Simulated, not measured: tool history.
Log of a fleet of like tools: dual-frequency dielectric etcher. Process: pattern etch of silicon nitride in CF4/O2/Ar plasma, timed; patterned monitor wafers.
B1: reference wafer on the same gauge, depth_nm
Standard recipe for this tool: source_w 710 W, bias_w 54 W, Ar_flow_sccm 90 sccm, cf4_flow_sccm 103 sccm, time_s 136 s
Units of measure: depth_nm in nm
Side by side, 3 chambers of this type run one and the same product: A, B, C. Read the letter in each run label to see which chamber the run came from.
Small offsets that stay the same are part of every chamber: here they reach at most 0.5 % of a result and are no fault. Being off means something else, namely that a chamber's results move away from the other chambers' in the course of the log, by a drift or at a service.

Run 1B, hour 4.2: usual settings; B1 382.31. Result: depth_nm 365.49 nm.
Run 2C, hour 7.8: usual settings; B1 381.73. Result: depth_nm 368.88 nm.
Run 3A, hour 11.9: usual settings; B1 382.21. Result: depth_nm 368.01 nm.
Run 4C, hour 16.1: usual settings; B1 381.75. Result: depth_nm 368.35 nm.
Run 5B, hour 22.3: usual settings; B1 381.69. Result: depth_nm 366.23 nm.
Run 6A, hour 27.8: usual settings; B1 381.61. Result: depth_nm 365.09 nm.
Run 7B, hour 31.9: usual settings; B1 381.97. Result: depth_nm 366.89 nm.
Run 8A, hour 35.6: usual settings; B1 382.16. Result: depth_nm 368.98 nm.
At hour 39.9: chamber B: CF4 flow controller replaced.
Run 9C, hour 40.5: usual settings; B1 382.01. Result: depth_nm 369.83 nm.
Run 10A, hour 43.8: usual settings; B1 382.30. Result: depth_nm 364.61 nm.
At hour 44.1: chamber B: wet clean of the chamber.
Run 11B, hour 48.7: usual settings; B1 381.93. Result: depth_nm 368.86 nm.
Run 12C, hour 54.2: usual settings; B1 382.12. Result: depth_nm 364.45 nm.
Run 13B, hour 60.2: usual settings; B1 382.23. Result: depth_nm 368.91 nm.
Run 14A, hour 65.1: usual settings but Ar_flow_sccm 69 sccm; B1 382.56. Result: depth_nm 374.78 nm.
Run 15C, hour 68.5: usual settings but Ar_flow_sccm 69 sccm; B1 381.74. Result: depth_nm 376.61 nm.
Run 16C, hour 73.0: usual settings but Ar_flow_sccm 69 sccm; B1 382.16. Result: depth_nm 373.60 nm.
Run 17A, hour 79.3: usual settings; B1 381.95. Result: depth_nm 366.87 nm.
Run 18B, hour 85.4: usual settings; B1 382.16. Result: depth_nm 369.81 nm.
Run 19B, hour 89.7: usual settings; B1 381.75. Result: depth_nm 365.83 nm.
Run 20C, hour 94.1: usual settings; B1 382.05. Result: depth_nm 359.65 nm.
Run 21A, hour 100.4: usual settings; B1 382.25. Result: depth_nm 367.10 nm.
Run 22B, hour 104.6: usual settings; B1 382.32. Result: depth_nm 368.25 nm.
Run 23A, hour 110.5: usual settings; B1 382.09. Result: depth_nm 364.87 nm.
Run 24C, hour 114.1: usual settings; B1 382.31. Result: depth_nm 353.74 nm.
Run 25B, hour 119.6: usual settings; B1 381.56. Result: depth_nm 367.71 nm.
Run 26A, hour 123.0: usual settings; B1 382.18. Result: depth_nm 368.66 nm.
Run 27C, hour 128.1: usual settings; B1 382.19. Result: depth_nm 349.72 nm.
Run 28A, hour 132.9: usual settings; B1 382.17. Result: depth_nm 368.22 nm.
Run 29C, hour 139.6: usual settings; B1 381.87. Result: depth_nm 352.38 nm.

Is one chamber off against the others, does the gauge drift, or is nothing wrong? If a chamber is off, say which, and what the likeliest cause is.

It is chamber C that slowly wanders off from its peers.
What lies behind it: etch rate under this chamber's usual, % = 4.37.
With only this log, it may be confused with: source power that arrives under what is set, %.

Which of the 4 candidates below, each the usual settings with something changed and its results left as question marks, puts chamber C back in line with what the other chambers give on the usual settings?
Maximum distance from the other chambers' mean on the usual settings for a result to count as in line: depth_nm 6.40 nm
Run 30C-1, hour 144.4: usual settings but source_w 740 W. Result: depth_nm ?.
Run 30C-2, hour 144.4: usual settings but source_w 700 W, time_s 132.5 s. Result: depth_nm ?.
Run 30C-3, hour 144.4: usual settings but source_w 690 W, bias_w 53 W, time_s 130.0 s. Result: depth_nm ?.
Run 30C-4, hour 144.4: usual settings but source_w 730 W, bias_w 55 W, time_s 142.0 s. Result: depth_nm ?.

What the other chambers average on the usual settings: depth_nm 366.58 nm
  run  depth_nm
30C-1    365.22
30C-2    338.73
30C-3    325.88
30C-4    379.32
It is 30C-1 that realigns the chamber with its peers.
